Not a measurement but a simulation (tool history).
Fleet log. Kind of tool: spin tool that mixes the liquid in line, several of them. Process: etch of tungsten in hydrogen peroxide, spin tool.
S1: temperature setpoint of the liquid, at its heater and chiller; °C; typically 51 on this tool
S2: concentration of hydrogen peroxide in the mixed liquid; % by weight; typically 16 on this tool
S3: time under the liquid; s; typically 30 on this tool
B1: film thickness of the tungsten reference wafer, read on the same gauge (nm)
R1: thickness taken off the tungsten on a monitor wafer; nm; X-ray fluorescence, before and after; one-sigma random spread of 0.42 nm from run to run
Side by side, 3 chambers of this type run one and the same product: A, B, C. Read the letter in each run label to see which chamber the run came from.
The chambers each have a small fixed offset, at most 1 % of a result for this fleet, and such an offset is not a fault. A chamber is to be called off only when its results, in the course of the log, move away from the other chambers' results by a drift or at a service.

| run | hour | S1 | S2 | S3 | B1 | R1 |
|---|---|---|---|---|---|---|
| 1B | 11.8 | 51 | 16 | 30 | 39.975 | 57.743 |
| 2A | 20.8 | 51 | 16 | 30 | 39.97 | 57.257 |
| 3C | 32.3 | 51 | 16 | 30 | 40.015 | 58.116 |
|  | 32.6 | chamber B: new drum of peroxide connected |
| 4B | 41.6 | 51 | 16 | 30 | 40.017 | 57.42 |
| 5A | 49.2 | 51 | 16 | 30 | 40.028 | 57.769 |
| 6C | 56.2 | 51 | 16 | 30 | 39.983 | 57.991 |
| 7B | 64.8 | 51 | 16 | 30 | 39.992 | 57.472 |
| 8A | 75 | 51 | 16 | 30 | 40.001 | 56.949 |
| 9C | 81.4 | 51 | 16 | 30 | 39.972 | 57.723 |
| 10B | 88.2 | 51 | 16 | 30 | 39.995 | 57.265 |
| 11A | 94.7 | 46 | 16 | 40 | 39.982 | 55.74 |
| 12C | 103.7 | 46 | 16 | 40 | 40.013 | 56.361 |
| 13A | 109.1 | 46 | 16 | 40 | 40.025 | 55.185 |
| 14C | 118.3 | 51 | 13 | 15 | 39.996 | 25.753 |
| 15B | 124.4 | 51 | 13 | 15 | 40.005 | 25.971 |
| 16C | 136.2 | 51 | 13 | 15 | 40.009 | 25.851 |
| 17B | 143.4 | 51 | 16 | 30 | 40.05 | 57.285 |
| 18A | 153.5 | 51 | 16 | 30 | 39.992 | 57.707 |
| 19C | 160.4 | 51 | 16 | 30 | 39.994 | 58.483 |
| 20B | 170.9 | 51 | 12.5 | 30 | 39.974 | 50.448 |
| 21A | 182.4 | 51 | 12.5 | 30 | 39.977 | 50.496 |
| 22B | 191.1 | 51 | 12.5 | 30 | 39.995 | 51.019 |
| 23C | 201.9 | 51 | 16 | 20 | 39.992 | 38.783 |
| 24A | 210.3 | 51 | 16 | 20 | 40.025 | 37.4 |
|  | 211.1 | chamber C: peroxide flow meter replaced |
| 25B | 222.1 | 51 | 16 | 20 | 40.032 | 38.259 |
| 26A | 227.6 | 51 | 16 | 30 | 39.973 | 55.22 |
| 27C | 233.7 | 51 | 16 | 30 | 40.008 | 56.981 |
| 28A | 242.7 | 51 | 16 | 30 | 40.031 | 55.057 |
|  | 249.4 | chamber C: new drum of peroxide connected |
| 29B | 252.4 | 60 | 16 | 30 | 40.01 | 98.354 |
| 30C | 263.3 | 60 | 16 | 30 | 40.008 | 100.52 |
| 31C | 270.8 | 60 | 16 | 30 | 39.995 | 99.612 |
| 32B | 276.4 | 51 | 16 | 30 | 40.036 | 57.908 |
| 33A | 282.6 | 51 | 16 | 30 | 40.03 | 54.593 |
| 34B | 293.2 | 51 | 16 | 30 | 39.972 | 57.567 |
|  | 296.2 | chamber B: peroxide flow meter replaced |
| 35A | 300.8 | 51 | 16 | 30 | 40.006 | 52.985 |
|  | 301.8 | chamber A: thermometer replaced |
| 36C | 313.5 | 51 | 16 | 30 | 40.018 | 58.149 |
| 37B | 322 | 51 | 16 | 30 | 39.99 | 57.423 |
| 38A | 331.6 | 51 | 16 | 30 | 40.013 | 52.569 |
|  | 333.6 | chamber B: new drum of peroxide connected |
| 39C | 342.5 | 51 | 16 | 30 | 40.02 | 57.983 |
| 40B | 351.1 | 51 | 16 | 30 | 39.997 | 57.571 |

Read the log: is a single chamber off, either drifting away or since a service, is the gauge that measures every chamber drifting, or is nothing wrong beyond small per-chamber offsets? Name any odd chamber and what most likely caused it.

Chamber A drifts away from the others.
Cause: temperature lost on the way to the wafer (K) = 1.7.

Which of the 4 candidates below, each the usual settings with something changed and its results left as question marks, puts chamber A back in line with what the other chambers give on the usual settings?
Allowed miss from the other chambers' usual-settings mean, per result, to count as in line: R1 1.5 nm
| 41A-1 | 360.1 | 51 | 13 | 30 |  | ? |
| 41A-2 | 360.1 | 51 | 15.5 | 25 |  | ? |
| 41A-3 | 360.1 | 51 | 19.5 | 30 |  | ? |
| 41A-4 | 360.1 | 54.5 | 16 | 30 |  | ? |

What the other chambers average on the usual settings: R1 57.579 nm
| run | R1 |
|---|---|
| 41A-1 | 46.788 |
| 41A-2 | 42.512 |
| 41A-3 | 57.127 |
| 41A-4 | 64.012 |
With 41A-3, the chamber falls back in line with the rest.

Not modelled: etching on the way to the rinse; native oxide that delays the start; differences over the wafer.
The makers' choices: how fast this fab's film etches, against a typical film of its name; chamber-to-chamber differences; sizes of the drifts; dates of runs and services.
